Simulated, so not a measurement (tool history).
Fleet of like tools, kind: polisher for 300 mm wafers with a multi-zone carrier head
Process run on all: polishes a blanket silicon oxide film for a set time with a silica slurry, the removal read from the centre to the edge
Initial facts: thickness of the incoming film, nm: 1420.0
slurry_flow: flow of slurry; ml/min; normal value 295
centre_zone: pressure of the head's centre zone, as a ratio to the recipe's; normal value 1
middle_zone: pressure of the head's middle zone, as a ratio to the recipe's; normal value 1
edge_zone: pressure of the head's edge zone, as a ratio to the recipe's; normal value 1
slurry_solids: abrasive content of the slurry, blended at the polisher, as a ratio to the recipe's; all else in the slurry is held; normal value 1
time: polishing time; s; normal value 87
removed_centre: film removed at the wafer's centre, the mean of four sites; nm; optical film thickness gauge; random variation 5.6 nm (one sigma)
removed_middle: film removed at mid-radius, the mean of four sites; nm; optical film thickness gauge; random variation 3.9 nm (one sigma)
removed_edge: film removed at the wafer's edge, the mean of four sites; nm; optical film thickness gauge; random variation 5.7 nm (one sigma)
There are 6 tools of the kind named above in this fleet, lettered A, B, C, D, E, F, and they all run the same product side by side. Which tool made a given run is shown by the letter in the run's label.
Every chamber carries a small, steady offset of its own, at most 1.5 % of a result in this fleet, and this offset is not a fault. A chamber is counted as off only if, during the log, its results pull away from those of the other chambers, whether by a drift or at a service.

| run | hour | slurry_flow | centre_zone | middle_zone | edge_zone | slurry_solids | time | removed_centre | removed_middle | removed_edge |
|---|---|---|---|---|---|---|---|---|---|---|
| 1E | 6.2 | 295 | 1 | 1 | 1 | 1 | 87 | 422.03 | 426.36 | 425.26 |
| 2D | 9.9 | 295 | 1 | 1 | 1 | 1 | 87 | 424.7 | 430.17 | 429.43 |
|  | 13.8 | chamber F: slurry nozzle cleaned |
| 3B | 14.2 | 295 | 1 | 1 | 1 | 1 | 87 | 427.55 | 432.69 | 446.28 |
| 4C | 17.4 | 295 | 1 | 1 | 1 | 1 | 87 | 428.49 | 423.55 | 430.08 |
|  | 17.7 | chamber C: worn pad replaced by a new one |
|  | 19.9 | chamber F: worn pad replaced by a new one |
| 5A | 22.7 | 295 | 1 | 1 | 1 | 1 | 87 | 433.59 | 430.55 | 446.36 |
| 6F | 27.5 | 295 | 1 | 1 | 1 | 1 | 87 | 429.09 | 433.48 | 420.73 |
| 7A | 33.5 | 295 | 1 | 1 | 1 | 1 | 87 | 440.07 | 421.32 | 433.01 |
|  | 35.5 | chamber C: slurry nozzle cleaned |
| 8F | 39.3 | 295 | 1.07 | 1 | 1 | 1 | 87 | 460.46 | 433.53 | 429.54 |
| 9E | 42.2 | 295 | 1.07 | 1 | 1 | 1 | 87 | 462.69 | 432.4 | 435.21 |
|  | 44.2 | chamber C: centre zone pressure recalibrated |
| 10B | 45.2 | 295 | 1.07 | 1 | 1 | 1 | 87 | 462.05 | 431.83 | 433.27 |
| 11D | 49.8 | 295 | 1.07 | 1 | 1 | 1 | 87 | 457.65 | 424.66 | 427.55 |
|  | 55.4 | chamber E: centre zone pressure recalibrated |
| 12C | 55.6 | 295 | 1.07 | 1 | 1 | 1 | 87 | 472.61 | 422.21 | 432.26 |
| 13B | 58.8 | 295 | 1.07 | 1 | 1 | 1 | 87 | 460.44 | 429.5 | 430.05 |
|  | 60.1 | chamber B: worn pad replaced by a new one |
| 14C | 62.6 | 295 | 1 | 1 | 1 | 1 | 87 | 436.67 | 427.81 | 425.53 |
| 15E | 66.5 | 295 | 1 | 1 | 1 | 1 | 87 | 434.49 | 422.98 | 426.97 |
| 16A | 72.3 | 295 | 1 | 1 | 1 | 1 | 87 | 432.99 | 424.11 | 423.28 |
| 17D | 75.7 | 345 | 1 | 1 | 1 | 1 | 64 | 318.74 | 319.6 | 320.27 |
| 18F | 78.6 | 345 | 1 | 1 | 1 | 1 | 64 | 329.67 | 322.7 | 317.94 |
| 19A | 84.2 | 345 | 1 | 1 | 1 | 1 | 64 | 326.4 | 314.08 | 313.96 |
| 20E | 87.5 | 345 | 1 | 1 | 1 | 1 | 64 | 321.67 | 318.51 | 323.27 |
| 21C | 91.6 | 345 | 1 | 1 | 1 | 1 | 64 | 314.75 | 320.27 | 318.89 |
|  | 93 | chamber D: worn pad replaced by a new one |
| 22F | 96.3 | 345 | 1 | 1 | 1 | 1 | 64 | 317.42 | 321.82 | 323.83 |
| 23D | 99.8 | 295 | 1 | 1 | 1 | 1 | 87 | 434.23 | 427.55 | 428.08 |
| 24B | 104.6 | 295 | 1 | 1 | 1 | 1 | 87 | 428.26 | 434.3 | 422.03 |
|  | 107.4 | chamber F: worn pad replaced by a new one |
| 25E | 109.5 | 295 | 1 | 1 | 1 | 1 | 87 | 433.91 | 431.14 | 428.55 |
|  | 112.6 | chamber D: centre zone pressure recalibrated |
| 26A | 114.2 | 295 | 1 | 1 | 1 | 1 | 87 | 435.39 | 426.92 | 435.78 |
| 27C | 119.4 | 295 | 1 | 1 | 1 | 1 | 87 | 432.91 | 429.68 | 428.56 |
| 28B | 122.5 | 295 | 1 | 1 | 1 | 1 | 87 | 431.57 | 434.78 | 440.72 |
|  | 122.9 | chamber E: worn pad replaced by a new one |
| 29D | 128 | 295 | 1 | 1 | 1 | 1 | 87 | 382.95 | 426.1 | 416.57 |
| 30F | 132.3 | 295 | 1 | 1 | 1 | 1 | 87 | 419.58 | 435.06 | 429.77 |
| 31B | 137.1 | 295 | 1 | 1 | 1 | 1 | 87 | 436.27 | 439.77 | 429.24 |
|  | 138.1 | chamber C: worn pad replaced by a new one |
| 32C | 141.9 | 295 | 1 | 1 | 1 | 1 | 87 | 433.17 | 422.05 | 437.77 |
| 33A | 145.2 | 295 | 1 | 1 | 1 | 1 | 87 | 426.16 | 427.23 | 443.8 |
| 34E | 149.3 | 295 | 1 | 1 | 1 | 1 | 87 | 437.33 | 429.94 | 433.95 |
| 35D | 155.2 | 295 | 1 | 1 | 1 | 1 | 87 | 385.53 | 431.99 | 433.34 |
| 36F | 158.9 | 295 | 1 | 1 | 1 | 1 | 87 | 414.9 | 428.38 | 429.43 |
| 37B | 164.6 | 295 | 1 | 1 | 1 | 1 | 87 | 436.61 | 435.35 | 432.67 |
| 38C | 170.7 | 295 | 1.04 | 1 | 0.94 | 1 | 87 | 453.47 | 427.92 | 417.82 |
| 39D | 176 | 295 | 1.04 | 1 | 0.94 | 1 | 87 | 406.64 | 430.65 | 415.14 |

For the next run the whole fleet of 6 chambers uses the same settings. Give each chamber's results:
| 40A | 180.5 | 295 | 1 | 1 | 1 | 1 | 87 | ? | ? | ? |
| 40B | 180.5 | 295 | 1 | 1 | 1 | 1 | 87 | ? | ? | ? |
| 40C | 180.5 | 295 | 1 | 1 | 1 | 1 | 87 | ? | ? | ? |
| 40D | 180.5 | 295 | 1 | 1 | 1 | 1 | 87 | ? | ? | ? |
| 40E | 180.5 | 295 | 1 | 1 | 1 | 1 | 87 | ? | ? | ? |
| 40F | 180.5 | 295 | 1 | 1 | 1 | 1 | 87 | ? | ? | ? |

| run | removed_centre | removed_middle | removed_edge |
|---|---|---|---|
| 40A | 428.34 | 423.7 | 437.72 |
| 40B | 431.45 | 438.76 | 438.68 |
| 40C | 426.28 | 427.56 | 441.98 |
| 40D | 383.22 | 434.94 | 443.81 |
| 40E | 431.54 | 429.5 | 433.64 |
| 40F | 421.58 | 432.04 | 438.57 |
